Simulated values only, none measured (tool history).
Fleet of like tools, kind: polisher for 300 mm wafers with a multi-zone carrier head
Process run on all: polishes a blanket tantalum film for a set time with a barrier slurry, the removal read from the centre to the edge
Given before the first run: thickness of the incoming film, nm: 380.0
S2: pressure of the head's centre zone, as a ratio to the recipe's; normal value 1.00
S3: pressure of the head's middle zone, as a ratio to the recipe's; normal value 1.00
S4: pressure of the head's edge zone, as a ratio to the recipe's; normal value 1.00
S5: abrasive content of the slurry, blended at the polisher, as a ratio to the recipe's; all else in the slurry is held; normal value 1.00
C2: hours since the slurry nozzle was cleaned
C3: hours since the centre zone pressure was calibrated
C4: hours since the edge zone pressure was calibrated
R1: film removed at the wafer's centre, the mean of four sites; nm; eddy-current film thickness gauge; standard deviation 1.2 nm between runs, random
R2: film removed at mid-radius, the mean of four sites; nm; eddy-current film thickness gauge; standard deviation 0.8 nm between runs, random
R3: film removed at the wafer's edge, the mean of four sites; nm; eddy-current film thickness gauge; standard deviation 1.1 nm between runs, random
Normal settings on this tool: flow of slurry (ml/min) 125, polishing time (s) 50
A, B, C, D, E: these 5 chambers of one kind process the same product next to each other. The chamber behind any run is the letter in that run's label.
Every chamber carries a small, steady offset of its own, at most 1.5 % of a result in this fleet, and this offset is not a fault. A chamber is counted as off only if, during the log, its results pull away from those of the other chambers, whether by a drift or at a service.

-- day=0.129 chamber D: worn pad replaced by a new one
run 1B day=0.238 | flow_of_slurry_(ml/min)=125 S2=1.00 S3=1.00 S4=1.00 S5=1.00 polishing_time_(s)=50 | wafers_polished_on_this_pad=301 C2=268.6 C3=977.0 C4=386.9 | R1=81.675 R2=80.484 R3=81.104
run 2C day=0.454 | flow_of_slurry_(ml/min)=125 S2=1.00 S3=1.00 S4=1.00 S5=1.00 polishing_time_(s)=50 | wafers_polished_on_this_pad=982 C2=68.9 C3=255.6 C4=242.9 | R1=82.867 R2=79.843 R3=79.550
run 3D day=0.679 | flow_of_slurry_(ml/min)=125 S2=1.00 S3=1.00 S4=1.00 S5=1.00 polishing_time_(s)=50 | wafers_polished_on_this_pad=105 C2=158.4 C3=367.3 C4=602.4 | R1=81.593 R2=78.900 R3=82.619
-- day=0.800 chamber B: slurry nozzle cleaned
run 4A day=0.879 | flow_of_slurry_(ml/min)=125 S2=1.00 S3=1.00 S4=1.00 S5=1.00 polishing_time_(s)=50 | wafers_polished_on_this_pad=733 C2=357.5 C3=603.7 C4=258.5 | R1=83.001 R2=82.148 R3=81.733
run 5E day=1.129 | flow_of_slurry_(ml/min)=125 S2=1.12 S3=1.00 S4=1.00 S5=1.15 polishing_time_(s)=50 | wafers_polished_on_this_pad=964 C2=258.2 C3=273.5 C4=350.7 | R1=95.178 R2=82.726 R3=84.281
-- day=1.133 chamber E: slurry nozzle cleaned
run 6B day=1.404 | flow_of_slurry_(ml/min)=125 S2=1.12 S3=1.00 S4=1.00 S5=1.15 polishing_time_(s)=50 | wafers_polished_on_this_pad=525 C2=14.6 C3=1005.0 C4=414.9 | R1=94.048 R2=84.061 R3=86.813
run 7C day=1.658 | flow_of_slurry_(ml/min)=125 S2=1.12 S3=1.00 S4=1.00 S5=1.15 polishing_time_(s)=50 | wafers_polished_on_this_pad=1213 C2=97.8 C3=284.5 C4=271.8 | R1=95.673 R2=83.181 R3=84.508
-- day=1.792 chamber C: worn pad replaced by a new one
run 8E day=1.850 | flow_of_slurry_(ml/min)=125 S2=1.12 S3=1.00 S4=1.00 S5=1.15 polishing_time_(s)=50 | wafers_polished_on_this_pad=1102 C2=17.2 C3=290.8 C4=368.0 | R1=97.239 R2=83.115 R3=85.683
-- day=1.854 chamber A: worn pad replaced by a new one
run 9D day=2.112 | flow_of_slurry_(ml/min)=125 S2=1.12 S3=1.00 S4=1.00 S5=1.15 polishing_time_(s)=50 | wafers_polished_on_this_pad=380 C2=192.8 C3=401.7 C4=636.8 | R1=93.157 R2=83.145 R3=83.371
run 10A day=2.367 | flow_of_slurry_(ml/min)=125 S2=1.00 S3=1.00 S4=1.00 S5=1.00 polishing_time_(s)=50 | wafers_polished_on_this_pad=98 C2=393.2 C3=639.4 C4=294.2 | R1=83.219 R2=82.722 R3=80.797
-- day=2.492 chamber B: worn pad replaced by a new one
-- day=2.579 chamber E: worn pad replaced by a new one
run 11D day=2.621 | flow_of_slurry_(ml/min)=125 S2=1.00 S3=1.00 S4=1.00 S5=1.00 polishing_time_(s)=50 | wafers_polished_on_this_pad=478 C2=205.0 C3=413.9 C4=649.0 | R1=80.349 R2=80.182 R3=80.285
run 12A day=2.817 | flow_of_slurry_(ml/min)=125 S2=0.94 S3=0.94 S4=1.00 S5=1.00 polishing_time_(s)=50 | wafers_polished_on_this_pad=184 C2=404.0 C3=650.2 C4=305.0 | R1=78.478 R2=76.987 R3=81.498
run 13E day=3.012 | flow_of_slurry_(ml/min)=125 S2=0.94 S3=0.94 S4=1.00 S5=1.00 polishing_time_(s)=50 | wafers_polished_on_this_pad=83 C2=45.1 C3=318.7 C4=395.9 | R1=74.825 R2=76.738 R3=81.660
run 14B day=3.342 | flow_of_slurry_(ml/min)=125 S2=0.94 S3=0.94 S4=1.00 S5=1.00 polishing_time_(s)=50 | wafers_polished_on_this_pad=163 C2=61.1 C3=1051.5 C4=461.4 | R1=72.964 R2=76.801 R3=81.489
run 15C day=3.579 | flow_of_slurry_(ml/min)=125 S2=0.94 S3=0.94 S4=1.00 S5=1.00 polishing_time_(s)=50 | wafers_polished_on_this_pad=342 C2=143.9 C3=330.6 C4=317.9 | R1=75.294 R2=75.026 R3=82.127
run 16D day=3.925 | flow_of_slurry_(ml/min)=125 S2=0.94 S3=0.94 S4=1.00 S5=1.00 polishing_time_(s)=50 | wafers_polished_on_this_pad=728 C2=236.3 C3=445.2 C4=680.3 | R1=75.168 R2=75.263 R3=81.230
run 17A day=4.175 | flow_of_slurry_(ml/min)=125 S2=0.88 S3=1.00 S4=1.00 S5=0.70 polishing_time_(s)=50 | wafers_polished_on_this_pad=445 C2=436.6 C3=682.8 C4=337.6 | R1=64.961 R2=72.151 R3=70.630
run 18B day=4.521 | flow_of_slurry_(ml/min)=125 S2=0.88 S3=1.00 S4=1.00 S5=0.70 polishing_time_(s)=50 | wafers_polished_on_this_pad=389 C2=89.4 C3=1079.8 C4=489.7 | R1=63.180 R2=72.039 R3=71.034
run 19E day=4.733 | flow_of_slurry_(ml/min)=125 S2=0.88 S3=1.00 S4=1.00 S5=0.70 polishing_time_(s)=50 | wafers_polished_on_this_pad=413 C2=86.4 C3=360.0 C4=437.2 | R1=64.202 R2=71.184 R3=73.926
run 20C day=4.900 | flow_of_slurry_(ml/min)=125 S2=0.88 S3=1.00 S4=1.00 S5=0.70 polishing_time_(s)=50 | wafers_polished_on_this_pad=596 C2=175.6 C3=362.3 C4=349.6 | R1=63.645 R2=71.622 R3=71.876
run 21A day=5.158 | flow_of_slurry_(ml/min)=125 S2=0.88 S3=1.00 S4=1.00 S5=0.70 polishing_time_(s)=50 | wafers_polished_on_this_pad=633 C2=460.2 C3=706.4 C4=361.2 | R1=67.382 R2=72.073 R3=72.130
-- day=5.258 chamber D: edge zone pressure recalibrated
-- day=5.471 chamber A: slurry nozzle cleaned
run 22B day=5.508 | flow_of_slurry_(ml/min)=125 S2=1.00 S3=1.00 S4=1.00 S5=1.00 polishing_time_(s)=50 | wafers_polished_on_this_pad=578 C2=113.1 C3=1103.5 C4=513.4 | R1=79.755 R2=80.615 R3=80.694
run 23C day=5.742 | flow_of_slurry_(ml/min)=125 S2=1.00 S3=1.00 S4=1.00 S5=1.00 polishing_time_(s)=50 | wafers_polished_on_this_pad=757 C2=195.8 C3=382.5 C4=369.8 | R1=81.466 R2=81.366 R3=80.027
-- day=5.833 chamber B: worn pad replaced by a new one
run 24E day=5.900 | flow_of_slurry_(ml/min)=125 S2=1.00 S3=1.00 S4=1.00 S5=1.00 polishing_time_(s)=50 | wafers_polished_on_this_pad=637 C2=114.4 C3=388.0 C4=465.2 | R1=81.309 R2=78.722 R3=83.090
run 25D day=6.242 | flow_of_slurry_(ml/min)=125 S2=1.00 S3=1.00 S4=1.00 S5=1.00 polishing_time_(s)=50 | wafers_polished_on_this_pad=1172 C2=291.9 C3=500.8 C4=23.7 | R1=80.937 R2=79.816 R3=79.516
-- day=6.254 chamber D: worn pad replaced by a new one
-- day=6.288 chamber A: worn pad replaced by a new one
run 26B day=6.562 | flow_of_slurry_(ml/min)=125 S2=1.00 S3=1.00 S4=1.00 S5=1.00 polishing_time_(s)=50 | wafers_polished_on_this_pad=140 C2=138.4 C3=1128.8 C4=538.7 | R1=80.709 R2=81.138 R3=80.753
run 27D day=6.829 | flow_of_slurry_(ml/min)=125 S2=1.00 S3=1.00 S4=1.07 S5=1.00 polishing_time_(s)=50 | wafers_polished_on_this_pad=110 C2=306.0 C3=514.9 C4=37.8 | R1=78.424 R2=78.288 R3=83.230
run 28E day=7.029 | flow_of_slurry_(ml/min)=125 S2=1.00 S3=1.00 S4=1.07 S5=1.00 polishing_time_(s)=50 | wafers_polished_on_this_pad=853 C2=141.5 C3=415.1 C4=492.3 | R1=82.322 R2=80.255 R3=83.934
run 29A day=7.271 | flow_of_slurry_(ml/min)=125 S2=1.00 S3=1.00 S4=1.07 S5=1.00 polishing_time_(s)=50 | wafers_polished_on_this_pad=188 C2=43.2 C3=757.1 C4=411.9 | R1=85.955 R2=80.492 R3=84.692
run 30C day=7.450 | flow_of_slurry_(ml/min)=125 S2=1.00 S3=1.00 S4=1.07 S5=1.00 polishing_time_(s)=50 | wafers_polished_on_this_pad=1085 C2=236.8 C3=423.5 C4=410.8 | R1=82.188 R2=80.261 R3=84.496
-- day=7.467 chamber C: worn pad replaced by a new one
run 31C day=7.646 | flow_of_slurry_(ml/min)=125 S2=1.00 S3=1.00 S4=1.07 S5=1.00 polishing_time_(s)=50 | wafers_polished_on_this_pad=34 C2=241.5 C3=428.2 C4=415.5 | R1=79.786 R2=80.234 R3=85.253
run 32B day=7.888 | flow_of_slurry_(ml/min)=125 S2=1.00 S3=1.00 S4=1.00 S5=1.00 polishing_time_(s)=50 | wafers_polished_on_this_pad=394 C2=170.2 C3=1160.6 C4=570.5 | R1=79.251 R2=78.630 R3=81.334
-- day=8.162 chamber E: worn pad replaced by a new one
run 33E day=8.208 | flow_of_slurry_(ml/min)=125 S2=1.00 S3=1.00 S4=1.00 S5=1.00 polishing_time_(s)=50 | wafers_polished_on_this_pad=9 C2=169.8 C3=443.4 C4=520.6 | R1=79.221 R2=78.405 R3=81.493

Next, all 5 chambers run the settings below, one line each with question marks for the results. What does each chamber give?
run 34A day=8.462 | flow_of_slurry_(ml/min)=125 S2=1.00 S3=1.00 S4=1.00 S5=1.00 polishing_time_(s)=50 | R1=? R2=? R3=?
run 34B day=8.462 | flow_of_slurry_(ml/min)=125 S2=1.00 S3=1.00 S4=1.00 S5=1.00 polishing_time_(s)=50 | R1=? R2=? R3=?
run 34C day=8.462 | flow_of_slurry_(ml/min)=125 S2=1.00 S3=1.00 S4=1.00 S5=1.00 polishing_time_(s)=50 | R1=? R2=? R3=?
run 34D day=8.462 | flow_of_slurry_(ml/min)=125 S2=1.00 S3=1.00 S4=1.00 S5=1.00 polishing_time_(s)=50 | R1=? R2=? R3=?
run 34E day=8.462 | flow_of_slurry_(ml/min)=125 S2=1.00 S3=1.00 S4=1.00 S5=1.00 polishing_time_(s)=50 | R1=? R2=? R3=?

run=34A R1=92.175 R2=81.749 R3=80.720
run=34B R1=80.832 R2=79.894 R3=79.968
run=34C R1=80.939 R2=79.637 R3=79.228
run=34D R1=80.166 R2=80.061 R3=79.580
run=34E R1=79.490 R2=79.861 R3=78.986
